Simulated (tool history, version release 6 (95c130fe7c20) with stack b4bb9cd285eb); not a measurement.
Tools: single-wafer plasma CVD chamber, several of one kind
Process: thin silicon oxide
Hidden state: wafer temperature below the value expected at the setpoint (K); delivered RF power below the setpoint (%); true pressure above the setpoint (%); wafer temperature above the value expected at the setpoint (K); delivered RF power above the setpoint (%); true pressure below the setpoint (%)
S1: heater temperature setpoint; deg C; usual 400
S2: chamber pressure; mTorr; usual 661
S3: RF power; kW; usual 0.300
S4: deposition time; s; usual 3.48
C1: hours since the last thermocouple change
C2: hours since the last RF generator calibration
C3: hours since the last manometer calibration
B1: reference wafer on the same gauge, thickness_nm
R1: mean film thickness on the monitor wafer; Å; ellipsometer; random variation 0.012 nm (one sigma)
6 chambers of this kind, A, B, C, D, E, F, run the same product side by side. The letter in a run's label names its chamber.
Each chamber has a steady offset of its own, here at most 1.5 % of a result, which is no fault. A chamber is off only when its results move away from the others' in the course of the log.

Run 1D, hour 9.8: usual settings; C1 1475.4; C2 1502.3; C3 1095.5; B1 4.8619. Result: R1 52.950 Å.
Run 2B, hour 20.5: usual settings; C1 176.8; C2 1170.0; C3 574.0; B1 4.8586. Result: R1 52.760 Å.
Run 3A, hour 31.7: usual settings; C1 688.0; C2 802.9; C3 993.9; B1 4.8602. Result: R1 53.022 Å.
Run 4E, hour 41.5: usual settings; C1 829.9; C2 1064.3; C3 1508.8; B1 4.8613. Result: R1 53.178 Å.
Run 5C, hour 51.2: usual settings; C1 2288.1; C2 624.1; C3 841.9; B1 4.8615. Result: R1 52.960 Å.
Run 6F, hour 60.6: usual settings; C1 774.8; C2 1028.0; C3 113.7; B1 4.8570. Result: R1 52.645 Å.
Run 7A, hour 71.0: usual settings; C1 727.3; C2 842.2; C3 1033.2; B1 4.8576. Result: R1 52.995 Å.
Run 8C, hour 77.9: usual settings; C1 2314.8; C2 650.8; C3 868.6; B1 4.8615. Result: R1 52.982 Å.
Run 9F, hour 84.4: usual settings; C1 798.6; C2 1051.8; C3 137.5; B1 4.8627. Result: R1 52.239 Å.
Run 10B, hour 94.1: usual settings; C1 250.4; C2 1243.6; C3 647.6; B1 4.8590. Result: R1 52.552 Å.
Run 11E, hour 100.1: usual settings but S2 516 mTorr; C1 888.5; C2 1122.9; C3 1567.4; B1 4.8598. Result: R1 40.829 Å.
Run 12D, hour 107.5: usual settings but S2 516 mTorr; C1 1573.1; C2 1600.0; C3 1193.2; B1 4.8606. Result: R1 40.457 Å.
At hour 114.7: chamber D: thermocouple changed; heater temperature recalibrated.
Run 13E, hour 117.9: usual settings but S2 516 mTorr; C1 906.3; C2 1140.7; C3 1585.2; B1 4.8609. Result: R1 40.736 Å.
Run 14A, hour 123.1: usual settings but S2 516 mTorr; C1 779.4; C2 894.3; C3 1085.3; B1 4.8599. Result: R1 40.096 Å.
Run 15D, hour 130.7: usual settings but S2 516 mTorr; C1 16.1; C2 1623.2; C3 1216.4; B1 4.8623. Result: R1 40.562 Å.
Run 16C, hour 142.3: usual settings but S2 516 mTorr; C1 2379.2; C2 715.2; C3 933.0; B1 4.8584. Result: R1 40.016 Å.
Run 17B, hour 147.9: usual settings; C1 304.2; C2 1297.4; C3 701.4; B1 4.8610. Result: R1 52.637 Å.
Run 18F, hour 153.2: usual settings; C1 867.4; C2 1120.6; C3 206.3; B1 4.8609. Result: R1 52.459 Å.
Run 19F, hour 163.0: usual settings; C1 877.2; C2 1130.4; C3 216.1; B1 4.8634. Result: R1 52.315 Å.
Run 20C, hour 174.6: usual settings; C1 2411.5; C2 747.5; C3 965.3; B1 4.8612. Result: R1 52.963 Å.
Run 21D, hour 183.7: usual settings but S2 507 mTorr, S3 0.335 kW; C1 69.1; C2 1676.2; C3 1269.4; B1 4.8613. Result: R1 41.288 Å.
Run 22E, hour 194.2: usual settings but S2 507 mTorr, S3 0.335 kW; C1 982.6; C2 1217.0; C3 1661.5; B1 4.8613. Result: R1 41.819 Å.
Run 23A, hour 199.3: usual settings but S2 507 mTorr, S3 0.335 kW; C1 855.6; C2 970.5; C3 1161.5; B1 4.8637. Result: R1 40.683 Å.
Run 24B, hour 207.2: usual settings but S2 507 mTorr, S3 0.335 kW; C1 363.5; C2 1356.7; C3 760.7; B1 4.8617. Result: R1 41.310 Å.
Run 25C, hour 214.0: usual settings but S2 507 mTorr, S3 0.335 kW; C1 2450.9; C2 786.9; C3 1004.7; B1 4.8570. Result: R1 40.917 Å.
Run 26A, hour 224.5: usual settings but S2 507 mTorr, S3 0.335 kW; C1 880.8; C2 995.7; C3 1186.7; B1 4.8603. Result: R1 40.478 Å.
Run 27D, hour 234.5: usual settings; C1 119.9; C2 1727.0; C3 1320.2; B1 4.8612. Result: R1 53.054 Å.
Run 28F, hour 240.9: usual settings; C1 955.1; C2 1208.3; C3 294.0; B1 4.8603. Result: R1 52.388 Å.
Run 29B, hour 251.4: usual settings; C1 407.7; C2 1400.9; C3 804.9; B1 4.8596. Result: R1 52.782 Å.
Run 30E, hour 262.7: usual settings; C1 1051.1; C2 1285.5; C3 1730.0; B1 4.8598. Result: R1 53.300 Å.
Run 31C, hour 274.1: usual settings but S3 0.350 kW; C1 2511.0; C2 847.0; C3 1064.8; B1 4.8625. Result: R1 56.231 Å.
At hour 282.0: chamber E: RF generator calibrated.
Run 32E, hour 283.6: usual settings but S3 0.350 kW; C1 1072.0; C2 1.6; C3 1750.9; B1 4.8595. Result: R1 56.730 Å.
Run 33B, hour 289.7: usual settings but S3 0.350 kW; C1 446.0; C2 1439.2; C3 843.2; B1 4.8616. Result: R1 55.899 Å.
Run 34A, hour 295.1: usual settings but S3 0.350 kW; C1 951.4; C2 1066.3; C3 1257.3; B1 4.8642. Result: R1 55.200 Å.
Run 35D, hour 301.2: usual settings but S3 0.350 kW; C1 186.6; C2 1793.7; C3 1386.9; B1 4.8587. Result: R1 56.175 Å.
Run 36F, hour 309.8: usual settings but S3 0.350 kW; C1 1024.0; C2 1277.2; C3 362.9; B1 4.8601. Result: R1 55.766 Å.
Run 37F, hour 317.7: usual settings; C1 1031.9; C2 1285.1; C3 370.8; B1 4.8593. Result: R1 52.672 Å.
Run 38B, hour 327.2: usual settings; C1 483.5; C2 1476.7; C3 880.7; B1 4.8594. Result: R1 52.679 Å.

All 6 chambers run these settings next. Forecast each chamber's results:
Run 39A, hour 335.6: usual settings but S1 390 deg C. Result: R1 ?.
Run 39B, hour 335.6: usual settings but S1 390 deg C. Result: R1 ?.
Run 39C, hour 335.6: usual settings but S1 390 deg C. Result: R1 ?.
Run 39D, hour 335.6: usual settings but S1 390 deg C. Result: R1 ?.
Run 39E, hour 335.6: usual settings but S1 390 deg C. Result: R1 ?.
Run 39F, hour 335.6: usual settings but S1 390 deg C. Result: R1 ?.

run      R1
39A  51.832
39B  52.815
39C  53.217
39D  53.334
39E  53.791
39F  52.780
